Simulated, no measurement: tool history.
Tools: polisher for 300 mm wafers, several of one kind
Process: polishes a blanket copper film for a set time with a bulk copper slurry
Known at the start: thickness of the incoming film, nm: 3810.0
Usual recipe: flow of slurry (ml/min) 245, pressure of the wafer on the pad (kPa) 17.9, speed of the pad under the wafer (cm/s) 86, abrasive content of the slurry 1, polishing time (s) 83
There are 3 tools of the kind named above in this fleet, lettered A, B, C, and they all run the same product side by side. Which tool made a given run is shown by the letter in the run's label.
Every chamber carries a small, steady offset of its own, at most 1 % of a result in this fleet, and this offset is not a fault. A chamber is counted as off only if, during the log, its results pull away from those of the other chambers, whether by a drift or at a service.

run   hour  flow of slurry (ml/min)  pressure of the wafer on the pad (kPa)  speed of the pad under the wafer (cm/s)  abrasive content of the slurry  polishing time (s)  film removed (nm)
 1B    5.2                      245                                    17.9                                       86                               1                  83             546.51
 2A    8.9                      245                                    17.9                                       86                               1                  83             567.51
 3C   14.8                      245                                    17.9                                       86                               1                  83             573.21
 4C     21                      245                                    17.9                                       86                               1                  83             566.23
 5B   24.2                      245                                    17.9                                       86                               1                  83              570.3
 6A   28.8                      245                                    17.9                                       86                               1                  83             572.27
      33.6  -- chamber A: worn pad replaced by a new one
 7A   33.8                      245                                    17.9                                       86                               1                  83             563.83
 8C   40.3                      245                                    17.9                                       86                               1                  83              565.5
 9B   45.3                      245                                    17.9                                       86                               1                  83             553.51
10B   52.3                      245                                    13.8                                       62                               1                  83              304.2
      52.8  -- chamber B: worn pad replaced by a new one
11A   58.6                      245                                    13.8                                       62                               1                  83                312
12C   63.4                      245                                    13.8                                       62                               1                  83             314.09
13B   68.2                      245                                    17.9                                       86                               1                  83             541.31
14A   72.9                      245                                    17.9                                       86                               1                  83             562.72
15C   79.1                      245                                    17.9                                       86                               1                  83             544.56
16C   83.2                      245                                    17.9                                       86                               1                  83             539.82
17A   86.3                      245                                    17.9                                       86                               1                  83             549.72
18B   92.8                      245                                    17.9                                       86                               1                  83             558.85
19C   97.6                      245                                    17.9                                       86                               1                  83             537.78
20B  103.7                      245                                    17.9                                       86                               1                  83             556.35
21A  107.7                      245                                    17.9                                       86                               1                 108             727.33
22A  111.6                      245                                    17.9                                       86                               1                 108             733.48
23C  118.8                      245                                    17.9                                       86                               1                 108             686.97
24B  123.5                      245                                    17.9                                       86                               1                  83             553.83
25B    127                      245                                    17.9                                       86                               1                  83             565.19
26A    132                      245                                    17.9                                       86                               1                  83             563.53
27C  136.7                      245                                    17.9                                       86                               1                  83             530.97
28C  142.2                      245                                    17.9                                       86                               1                  70             447.33
29A  147.3                      245                                    17.9                                       86                               1                  70             471.79
     151.4  -- chamber B: slurry nozzle cleaned
30B  153.4                      245                                    17.9                                       86                               1                  70             475.68
31C  157.5                      245                                    23.4                                       86                               1                  83             683.53
     158.6  -- chamber B: worn pad replaced by a new one
     159.6  -- chamber C: head pressure recalibrated
     159.8  -- chamber C: slurry blender recalibrated
32A  162.6                      245                                    23.4                                       86                               1                  83             725.19
33B  167.8                      245                                    23.4                                       86                               1                  83                726
       168  -- chamber A: slurry blender recalibrated
34A  172.9                      245                                    17.9                                       86                               1                  83             573.11
35C  180.1                      245                                    17.9                                       86                               1                  83             519.52
36B  186.5                      245                                    17.9                                       86                               1                  83             554.84
37B  190.7                      245                                    17.9                                       86                               1                  83             553.59
38C  194.8                      245                                    17.9                                       86                               1                  83             511.88

Is one chamber off against the others, does the gauge drift, or is nothing wrong? If a chamber is off, say which, and what the likeliest cause is.

One chamber, C, drifts off from the rest bit by bit.
What lies behind it: removal rate lost through wear of the pad, % = 11.2.

Which of the 4 candidates below, each the usual settings with something changed and its results left as question marks, puts chamber C back in line with what the other chambers give on the usual settings?
In line means no further than this from the other chambers' mean on the usual settings: film removed (nm) 23
39C-1   200                      245                                    17.9                                       86                               1                 106                  ?
39C-2   200                      245                                    18.6                                       90                               1                  86                  ?
39C-3   200                      245                                    17.2                                       82                               1                  80                  ?
39C-4   200                      245                                    16.5                                       80                               1                  76                  ?

On the usual settings, the other chambers give on average: film removed (nm) 562.49
  run  film removed (nm)
39C-1             642.97
39C-2             566.96
39C-3             444.86
39C-4             395.67
39C-2 is the one that brings the chamber's results back in line with the other chambers.

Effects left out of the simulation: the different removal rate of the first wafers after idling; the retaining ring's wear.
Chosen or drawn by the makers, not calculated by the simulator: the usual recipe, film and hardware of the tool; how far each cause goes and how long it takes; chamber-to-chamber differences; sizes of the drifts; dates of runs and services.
